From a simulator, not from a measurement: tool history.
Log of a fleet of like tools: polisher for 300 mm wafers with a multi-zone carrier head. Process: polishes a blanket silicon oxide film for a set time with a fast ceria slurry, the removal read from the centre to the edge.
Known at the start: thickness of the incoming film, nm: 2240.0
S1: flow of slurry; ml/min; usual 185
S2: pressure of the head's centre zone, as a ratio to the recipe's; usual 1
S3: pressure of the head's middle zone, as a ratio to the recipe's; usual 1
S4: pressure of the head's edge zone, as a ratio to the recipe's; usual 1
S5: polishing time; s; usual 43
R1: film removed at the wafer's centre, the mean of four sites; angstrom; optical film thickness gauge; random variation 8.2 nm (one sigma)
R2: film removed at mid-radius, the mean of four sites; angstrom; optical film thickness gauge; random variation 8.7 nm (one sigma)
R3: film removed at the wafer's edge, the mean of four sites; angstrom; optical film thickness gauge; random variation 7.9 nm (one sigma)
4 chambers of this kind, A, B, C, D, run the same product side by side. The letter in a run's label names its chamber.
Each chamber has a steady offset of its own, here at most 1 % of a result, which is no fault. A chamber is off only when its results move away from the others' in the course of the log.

run    day   S1    S2    S3  S4  S5      R1      R2      R3
     0.138  -- chamber B: worn pad replaced by a new one
     0.183  -- chamber C: worn pad replaced by a new one
 1A  0.208  185     1     1   1  43  8612.5  8625.8  8497.2
 2B  0.504  185     1     1   1  43  8422.6  8526.9  8376.4
 3D  0.754  185     1     1   1  43  8498.7  8542.6  8541.6
 4C  1.042  185     1     1   1  43  8653.4  8427.4  8472.6
 5D  1.183  185     1     1   1  43  8525.5  8646.1  8460.7
 6A  1.375  185     1     1   1  43  8478.6  8627.4  8577.7
 7C  1.592  185     1     1   1  43  8481.1  8456.1    8577
 8B  1.842  185     1     1   1  43    8429  8251.4    8502
 9D  2.058  185     1     1   1  43  8364.2  8421.3  8491.9
10B  2.354  185     1     1   1  43  8355.7  8502.1  8433.6
     2.429  -- chamber C: slurry nozzle cleaned
11C  2.554  185     1     1   1  43  8547.7  8597.7  8510.1
12A  2.875  185     1     1   1  43  8517.2  8515.9  8522.6
      3.05  -- chamber A: worn pad replaced by a new one
13C  3.071  185     1     1   1  43  8571.9  8447.8  8443.7
     3.158  -- chamber B: worn pad replaced by a new one
     3.179  -- chamber A: slurry nozzle cleaned
14D  3.333  185     1     1   1  43  8326.8  8422.9  8325.5
15A  3.508  185     1     1   1  43  8461.6  8633.3  8598.4
     3.696  -- chamber C: centre zone pressure recalibrated
16B  3.733  165     1     1   1  43  8295.1  8326.3  8481.8
17D   4.05  165     1     1   1  43  8253.9  8296.7  8320.6
     4.062  -- chamber A: centre zone pressure recalibrated
     4.121  -- chamber D: worn pad replaced by a new one
     4.304  -- chamber C: worn pad replaced by a new one
18A  4.342  165     1     1   1  43  8413.6  8413.7  8507.9
     4.417  -- chamber B: slurry nozzle cleaned
19B  4.625  165     1     1   1  43  8347.1  8415.5  8278.7
20C  4.825  185     1     1   1  43  8503.5  8410.9    8603
21A  5.054  185     1     1   1  43  8541.1  8597.3  8492.4
22B  5.358  185     1     1   1  43  8321.8  8437.7  8485.3
23C  5.521  185     1     1   1  43  8511.2  8407.8  8463.9
24D  5.754  185     1     1   1  43  8278.3    8195  8220.4
     5.892  -- chamber B: worn pad replaced by a new one
25C  6.029  185     1     1   1  43  8596.9  8582.9  8596.8
26B  6.258  185     1     1   1  43    8506  8426.4  8486.9
27D   6.55  185     1     1   1  43  8033.3  8181.2  8128.6
28A  6.742  185     1     1   1  43  8398.5  8601.8  8473.9
29C  6.962  185     1     1   1  43  8438.9    8464  8476.6
      7.05  -- chamber A: worn pad replaced by a new one
30A  7.142  185     1     1   1  43  8482.2  8514.1  8358.6
31D  7.333  185     1     1   1  43  7997.6  8127.3  8185.5
32B  7.512  185     1     1   1  43  8369.5  8508.5  8489.6
33C  7.738  185     1     1   1  43  8535.3  8669.4  8502.7
34B  8.021  185     1     1   1  43  8583.9  8362.2  8411.1
35D  8.162  185     1     1   1  43  7923.9  8043.2  8172.6
36A  8.479  185  0.93     1   1  32  5872.2  6461.7  6352.1
     8.529  -- chamber D: worn pad replaced by a new one
37A  8.708  185  0.93     1   1  32  5941.2  6382.6  6352.5
38D  8.888  185  0.93     1   1  32  5373.6  5812.1    5953
39C  9.071  185  0.93     1   1  32  5905.4  6341.3  6396.7
       9.2  -- chamber B: worn pad replaced by a new one
40B  9.246  185     1     1   1  43  8351.8  8437.4  8506.5
41B  9.425  185     1  1.05   1  43  8327.8  8804.1  8476.5
42A  9.671  185     1  1.05   1  43  8521.8  8881.5  8579.7

Is one chamber off against the others, does the gauge drift, or is nothing wrong? If a chamber is off, say which, and what the likeliest cause is.

Chamber D drifts away from the others.
Cause: slurry flow missing at the pad, % = 39.5.

Here are 4 candidates for chamber D's next run, each the usual settings with a change, their results left as question marks. Which one brings its results back in line with what the others give on the usual settings?
In line means no further than this from the other chambers' mean on the usual settings: R1 290 angstrom; R2 310 angstrom; R3 280 angstrom
43D-1  9.904  190  1.01  1.01  0.99  44   ?   ?   ?
43D-2  9.904  175  0.98  0.98  1.02  40   ?   ?   ?
43D-3  9.904  195  1.02  1.02  0.98  46   ?   ?   ?
43D-4  9.904  180  0.99  0.99  1.01  42   ?   ?   ?

The other chambers' mean on the usual settings: R1 8503.6 angstrom; R2 8481.5 angstrom; R3 8503.7 angstrom
  run      R1      R2      R3
43D-1    8022  8063.2  8120.2
43D-2  6886.2  6981.8    7394
43D-3  8539.5  8560.2  8480.4
43D-4  7374.3  7454.3  7761.6
43D-3 brings the chamber back in line.

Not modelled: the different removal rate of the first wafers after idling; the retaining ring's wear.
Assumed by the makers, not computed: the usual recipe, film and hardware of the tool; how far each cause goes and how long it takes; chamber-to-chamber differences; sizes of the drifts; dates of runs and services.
